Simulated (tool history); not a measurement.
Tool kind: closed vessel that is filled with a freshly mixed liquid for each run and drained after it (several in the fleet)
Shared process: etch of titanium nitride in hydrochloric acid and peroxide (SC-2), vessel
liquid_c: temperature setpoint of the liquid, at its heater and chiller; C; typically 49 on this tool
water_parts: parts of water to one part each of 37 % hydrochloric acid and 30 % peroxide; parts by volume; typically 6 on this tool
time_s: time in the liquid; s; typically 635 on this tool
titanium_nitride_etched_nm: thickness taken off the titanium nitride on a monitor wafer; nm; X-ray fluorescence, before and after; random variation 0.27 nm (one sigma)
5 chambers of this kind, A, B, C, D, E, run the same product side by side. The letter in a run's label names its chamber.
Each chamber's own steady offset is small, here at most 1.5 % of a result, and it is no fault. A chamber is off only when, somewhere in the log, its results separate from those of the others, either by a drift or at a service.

run,hour,liquid_c,water_parts,time_s,hours since the thermometer was replaced,hours since the chemicals flow meter was replaced,hours since the drum of peroxide was connected,"read-back film thickness of the titanium nitride reference wafer, read on the same gauge (nm)",titanium_nitride_etched_nm
1D,3.2,49,6,635,1245.5,9.2,558.5,70.027,41.151
2E,6.8,49,6,635,2212.9,942.7,619.5,70.018,41.07
3C,11.3,49,6,635,722.4,136.1,538.7,69.994,40.759
4B,13.5,49,6,635,801.8,1735.9,723.4,70.048,40.621
5A,17.8,49,6,635,850.4,243,213.3,70.005,41.018
6E,20.9,49,6,635,2227,956.8,633.6,70.023,40.878
7B,24.2,49,6,635,812.5,1746.6,734.1,70.023,40.427
8C,27.3,49,6,635,738.4,152.1,554.7,70.008,40.877
9A,30.7,49,6,635,863.3,255.9,226.2,69.982,41.042
10D,32.8,49,6,635,1275.1,38.8,588.1,69.988,40.919
11E,36.8,49,6,635,2242.9,972.7,649.5,69.978,41.072
12B,40.7,49,6,635,829,1763.1,750.6,70.026,40.864
13D,43.2,49,6,635,1285.5,49.2,598.5,69.984,41.021
14A,46.5,41,6,635,879.1,271.7,242,70.038,23.373
15C,49.8,41,6,635,760.9,174.6,577.2,69.984,23.805
16A,52.8,41,6,635,885.4,278,248.3,70.01,23.428
17D,55.4,41,6,635,1297.7,61.4,610.7,70.028,23.895
18C,59.5,41,6,635,770.6,184.3,586.9,69.994,23.493
19B,61.5,49,6,635,849.8,1783.9,771.4,69.978,40.713
20E,65.9,49,6,635,2272,1001.8,678.6,69.994,41.006
21A,68.4,49,6,635,901,293.6,263.9,70.014,41.797
22B,72.4,53.5,6,290,860.7,1794.8,782.3,70.009,24.94
23E,74.5,53.5,6,290,2280.6,1010.4,687.2,69.992,25.439
24D,77.3,53.5,6,290,1319.6,83.3,632.6,70.017,25.056
25C,80.8,53.5,6,290,791.9,205.6,608.2,70.007,25.212
26A,83.2,53.5,6,290,915.8,308.4,278.7,70.006,25.499
27E,86.6,49,6,635,2292.7,1022.5,699.3,70.022,41.544
28C,90.2,49,6,635,801.3,215,617.6,70.024,41.044
29B,93.5,49,6,635,881.8,1815.9,803.4,70.021,40.39
30D,96.6,49,6,635,1338.9,102.6,651.9,69.999,40.958
# hour 97.4: chamber D: thermometer replaced
31D,99.5,49,6,635,2.1,105.5,654.8,70.016,40.59

One chamber off, gauge drift, or nothing amiss beyond the chambers' own small offsets? If it is a chamber, which one, and what is the likeliest cause?

Neither any chamber nor the gauge drifts; the chambers differ only by their own small, steady offsets.
